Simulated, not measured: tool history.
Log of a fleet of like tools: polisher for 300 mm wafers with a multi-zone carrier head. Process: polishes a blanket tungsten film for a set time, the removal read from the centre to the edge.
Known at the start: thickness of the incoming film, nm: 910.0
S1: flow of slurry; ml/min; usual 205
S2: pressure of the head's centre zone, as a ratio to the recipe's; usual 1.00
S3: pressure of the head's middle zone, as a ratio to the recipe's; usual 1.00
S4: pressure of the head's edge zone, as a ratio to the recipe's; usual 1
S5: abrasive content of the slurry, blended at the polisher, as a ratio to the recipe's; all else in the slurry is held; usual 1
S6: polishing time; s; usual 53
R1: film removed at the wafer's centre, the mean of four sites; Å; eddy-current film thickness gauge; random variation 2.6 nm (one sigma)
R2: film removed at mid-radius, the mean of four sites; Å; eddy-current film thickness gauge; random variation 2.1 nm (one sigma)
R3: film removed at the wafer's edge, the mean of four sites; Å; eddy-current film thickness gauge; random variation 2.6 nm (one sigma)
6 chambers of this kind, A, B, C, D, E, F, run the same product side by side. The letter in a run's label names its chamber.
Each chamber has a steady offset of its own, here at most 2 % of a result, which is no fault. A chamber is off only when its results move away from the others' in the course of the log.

run	hour	S1	S2	S3	S4	S5	S6	R1	R2	R3
# hour 0.9: chamber D: worn pad replaced by a new one
# hour 1.4: chamber E: worn pad replaced by a new one
1F	13.3	205	1.00	1.00	1	1	53	2892.8	2889.7	2887.3
# hour 20.5: chamber A: worn pad replaced by a new one
2B	27.8	205	1.00	1.00	1	1	53	2857.6	2874.7	2826.6
3A	41.4	205	1.00	1.00	1	1	53	2887.2	2847.7	2845.2
# hour 45.9: chamber C: worn pad replaced by a new one
4D	52.0	205	1.00	1.00	1	1	53	2867.6	2891.6	2850.3
5E	62.4	205	1.00	1.00	1	1	53	2839.7	2861.1	2917.1
6C	77.5	205	1.00	1.00	1	1	53	2868.3	2842.4	2908.3
7B	86.8	205	1.00	1.00	1	1	53	2839.7	2869.8	2822.7
# hour 89.2: chamber D: worn pad replaced by a new one
# hour 92.7: chamber B: worn pad replaced by a new one
# hour 94.8: chamber F: slurry nozzle cleaned
8D	96.9	205	1.00	1.00	1	1	53	2832.7	2925.6	2875.4
9C	104.0	205	1.00	1.00	1	1	53	2824.6	2815.6	2906.5
# hour 110.3: chamber A: worn pad replaced by a new one
# hour 116.6: chamber E: worn pad replaced by a new one
10A	117.9	205	1.00	1.00	1	1	53	2863.1	2859.3	2803.8
11F	133.5	205	1.00	1.00	1	1	53	2818.8	2839.2	2810.2
12E	145.4	205	1.00	1.00	1	1	53	2950.0	2858.9	2858.9
13A	158.6	205	1.00	1.00	1	1	53	2892.0	2861.6	2837.3
# hour 168.9: chamber C: slurry nozzle cleaned
14B	170.0	205	1.00	1.00	1	1	53	2889.4	2867.0	2862.5
# hour 173.0: chamber C: worn pad replaced by a new one
# hour 173.3: chamber D: worn pad replaced by a new one
15D	178.7	205	1.00	1.00	1	1	53	2870.9	2937.6	2897.6
# hour 189.3: chamber D: slurry nozzle cleaned
16F	192.9	205	1.00	1.00	1	1	53	2838.0	2801.9	2802.2
17C	199.9	205	0.89	1.00	1	1	53	2545.1	2838.8	2864.5
# hour 203.6: chamber B: slurry nozzle cleaned
# hour 204.2: chamber C: centre zone pressure recalibrated
18E	213.4	205	0.89	1.00	1	1	53	2542.1	2868.7	2850.5
# hour 216.2: chamber A: worn pad replaced by a new one
19C	224.5	205	0.89	1.00	1	1	53	2501.3	2844.7	2884.9
# hour 225.3: chamber B: worn pad replaced by a new one
# hour 226.3: chamber F: edge zone pressure recalibrated
20D	232.3	205	0.89	1.00	1	1	53	2474.3	2919.0	2877.9
21F	244.6	205	0.89	1.00	1	1	53	2474.2	2810.3	2810.9
# hour 244.8: chamber E: worn pad replaced by a new one
# hour 249.9: chamber D: worn pad replaced by a new one
22E	252.5	205	0.89	1.00	1	1	53	2569.1	2873.0	2845.2
# hour 253.2: chamber E: slurry nozzle cleaned
23A	265.0	205	1.00	1.00	1	1	53	2879.0	2851.4	2854.1
24B	278.7	205	0.96	1.06	1	1	53	2720.1	3030.6	2833.0
25B	286.6	205	0.96	1.06	1	1	53	2699.0	3026.6	2830.8
# hour 289.6: chamber C: worn pad replaced by a new one
# hour 296.3: chamber C: edge zone pressure recalibrated
26C	299.4	205	0.96	1.06	1	1	53	2705.0	3004.4	2922.7
27D	307.9	205	0.96	1.06	1	1	53	2748.8	3085.6	2835.4
# hour 312.7: chamber E: centre zone pressure recalibrated
# hour 321.4: chamber A: worn pad replaced by a new one
28A	322.7	205	0.96	1.06	1	1	53	2734.8	3019.4	2861.0
29F	336.8	205	0.96	1.06	1	1	53	2621.0	2893.0	2788.2
30E	344.0	205	1.00	1.00	1	1	53	2826.1	2873.2	2853.9
# hour 345.8: chamber D: worn pad replaced by a new one
31F	354.5	205	1.00	1.00	1	1	53	2748.5	2719.8	2743.1
# hour 360.2: chamber B: worn pad replaced by a new one
32C	361.3	205	1.00	1.00	1	1	53	2890.3	2823.9	2863.8
# hour 363.6: chamber E: worn pad replaced by a new one
33D	369.7	205	1.00	1.00	1	1	53	2839.6	2935.3	2880.2
# hour 375.0: chamber B: centre zone pressure recalibrated
34E	380.4	205	1.00	1.00	1	1	53	2912.9	2886.2	2921.5
35B	391.3	205	1.00	1.00	1	1	53	2866.6	2857.0	2835.8
36A	402.5	225	1.08	1.00	1	1	53	3183.8	2869.2	2897.9
37A	410.6	225	1.08	1.00	1	1	53	3195.0	2890.4	2881.9
38B	420.8	225	1.08	1.00	1	1	53	3182.0	2898.0	2876.5

All 6 chambers run these settings next. Forecast each chamber's results:
39A	432.1	205	1.00	1.00	1	1	53	?	?	?
39B	432.1	205	1.00	1.00	1	1	53	?	?	?
39C	432.1	205	1.00	1.00	1	1	53	?	?	?
39D	432.1	205	1.00	1.00	1	1	53	?	?	?
39E	432.1	205	1.00	1.00	1	1	53	?	?	?
39F	432.1	205	1.00	1.00	1	1	53	?	?	?

run	R1	R2	R3
39A	2897.0	2854.9	2895.6
39B	2859.9	2871.0	2818.7
39C	2871.0	2838.1	2836.0
39D	2837.7	2899.0	2830.2
39E	2867.7	2863.3	2861.5
39F	2735.4	2704.3	2746.2

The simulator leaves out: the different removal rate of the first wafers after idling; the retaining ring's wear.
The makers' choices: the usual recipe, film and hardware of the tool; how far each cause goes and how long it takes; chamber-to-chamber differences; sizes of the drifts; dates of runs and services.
